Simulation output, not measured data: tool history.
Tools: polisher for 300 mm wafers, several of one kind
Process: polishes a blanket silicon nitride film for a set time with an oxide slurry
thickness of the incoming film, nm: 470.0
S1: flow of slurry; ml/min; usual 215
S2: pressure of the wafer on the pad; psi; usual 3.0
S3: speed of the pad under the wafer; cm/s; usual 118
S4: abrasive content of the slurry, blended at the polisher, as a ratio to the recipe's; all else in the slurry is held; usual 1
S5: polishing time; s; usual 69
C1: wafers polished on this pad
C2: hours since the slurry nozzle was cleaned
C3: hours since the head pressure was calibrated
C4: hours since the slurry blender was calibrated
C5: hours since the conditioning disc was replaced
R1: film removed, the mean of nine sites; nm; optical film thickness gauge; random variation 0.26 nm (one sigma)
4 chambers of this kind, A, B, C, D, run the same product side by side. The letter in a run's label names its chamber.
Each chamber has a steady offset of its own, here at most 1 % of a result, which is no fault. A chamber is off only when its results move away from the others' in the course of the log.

run,hour,S1,S2,S3,S4,S5,C1,C2,C3,C4,C5,R1
1D,5.2,215,3.0,118,1,69,732,141.0,380.8,265.4,152.5,39.263
# hour 7.3: chamber A: worn pad replaced by a new one
# hour 9.8: chamber B: conditioning disc replaced and pad reconditioned
2B,13.7,215,3.0,118,1,69,240,43.3,372.3,113.8,4.0,39.408
3A,21.3,215,3.0,118,1,69,154,573.9,962.5,190.8,130.2,39.411
4C,26.9,215,3.0,118,1,69,465,302.8,265.0,196.5,341.1,39.615
# hour 29.0: chamber A: conditioning disc replaced and pad reconditioned
5D,32.1,215,3.0,118,1,69,1028,167.9,407.7,292.3,179.4,39.171
6A,37.4,215,3.0,118,1,69,331,590.0,978.6,206.9,8.4,40.007
# hour 38.4: chamber C: slurry nozzle cleaned
7B,47.6,215,3.0,118,1,69,612,77.2,406.2,147.7,37.9,39.060
8C,55.7,215,3.0,118,1,69,781,17.3,293.8,225.3,369.9,39.746
9B,65.4,215,3.0,118,1,69,808,95.0,424.0,165.5,55.7,39.374
# hour 66.0: chamber D: slurry nozzle cleaned
# hour 68.9: chamber A: worn pad replaced by a new one
# hour 70.9: chamber C: head pressure recalibrated
10D,72.7,215,3.0,118,1,69,1474,6.8,448.3,332.9,220.0,39.337
# hour 75.9: chamber D: worn pad replaced by a new one
11C,82.2,180,3.0,118,1,69,1072,43.8,11.4,251.8,396.4,42.376
# hour 86.3: chamber D: slurry blender recalibrated
# hour 87.8: chamber B: slurry blender recalibrated
12A,88.7,180,3.0,118,1,69,218,641.3,1029.9,258.2,59.7,38.275
# hour 93.1: chamber C: worn pad replaced by a new one
13D,97.5,180,3.0,118,1,69,238,31.6,473.1,11.2,244.8,38.299
# hour 102.5: chamber C: slurry blender recalibrated
14A,103.7,180,3.0,118,1,69,383,656.3,1044.9,273.2,74.7,38.499
15C,111.5,215,3.0,118,1,69,202,73.1,40.7,9.1,425.7,43.413
16B,118.0,215,3.0,118,1,69,1385,147.6,476.6,30.3,108.3,38.994
# hour 119.3: chamber B: worn pad replaced by a new one
17C,127.2,215,3.0,118,1,69,374,88.8,56.4,24.8,441.4,43.317
# hour 130.6: chamber A: worn pad replaced by a new one
18D,134.4,215,3.0,118,1,69,643,68.5,510.0,48.1,281.7,39.466
19B,143.4,215,3.0,118,1,69,264,173.0,502.0,55.7,133.7,39.143
20A,152.7,215,3.0,118,1,69,242,705.3,1093.9,322.2,123.7,39.389
21B,162.8,215,3.0,118,1,69,477,192.4,521.4,75.1,153.1,39.303
22C,171.5,215,3.0,118,1,69,861,133.1,100.7,69.1,485.7,42.969
# hour 175.4: chamber A: conditioning disc replaced and pad reconditioned
23A,176.6,275,3.7,118,1,69,505,729.2,1117.8,346.1,1.3,49.728
# hour 179.4: chamber D: conditioning disc replaced and pad reconditioned
24D,183.2,275,3.7,118,1,69,1179,117.3,558.8,96.9,3.9,50.026
# hour 188.4: chamber A: slurry nozzle cleaned
# hour 191.8: chamber C: worn pad replaced by a new one
25A,193.1,275,3.7,118,1,69,686,4.7,1134.3,362.6,17.8,49.864
26C,200.4,275,3.7,118,1,69,94,162.0,129.6,98.0,514.6,55.203
27B,205.7,275,3.0,118,1,87,949,235.3,564.3,118.0,196.0,50.834

Is one chamber off against the others, does the gauge drift, or is nothing wrong? If a chamber is off, say which, and what the likeliest cause is.

A service left chamber C off against the others.
Cause: head's pressure above its setpoint, % = 8.91.

Here are 4 candidates for chamber C's next run, each the usual settings with a change, their results left as question marks. Which one brings its results back in line with what the others give on the usual settings?
In line means no further than this from the other chambers' mean on the usual settings: R1 0.900 nm
28C-1,213.0,215,3.0,124,1,73,,,,,,?
28C-2,213.0,215,3.0,118,1,63,,,,,,?
28C-3,213.0,215,3.0,118,1,72,,,,,,?
28C-4,213.0,215,2.9,118,1,68,,,,,,?

The other chambers' mean on the usual settings: R1 39.326 nm
run,R1
28C-1,47.712
28C-2,39.594
28C-3,45.250
28C-4,41.324
28C-2 brings the chamber back in line.
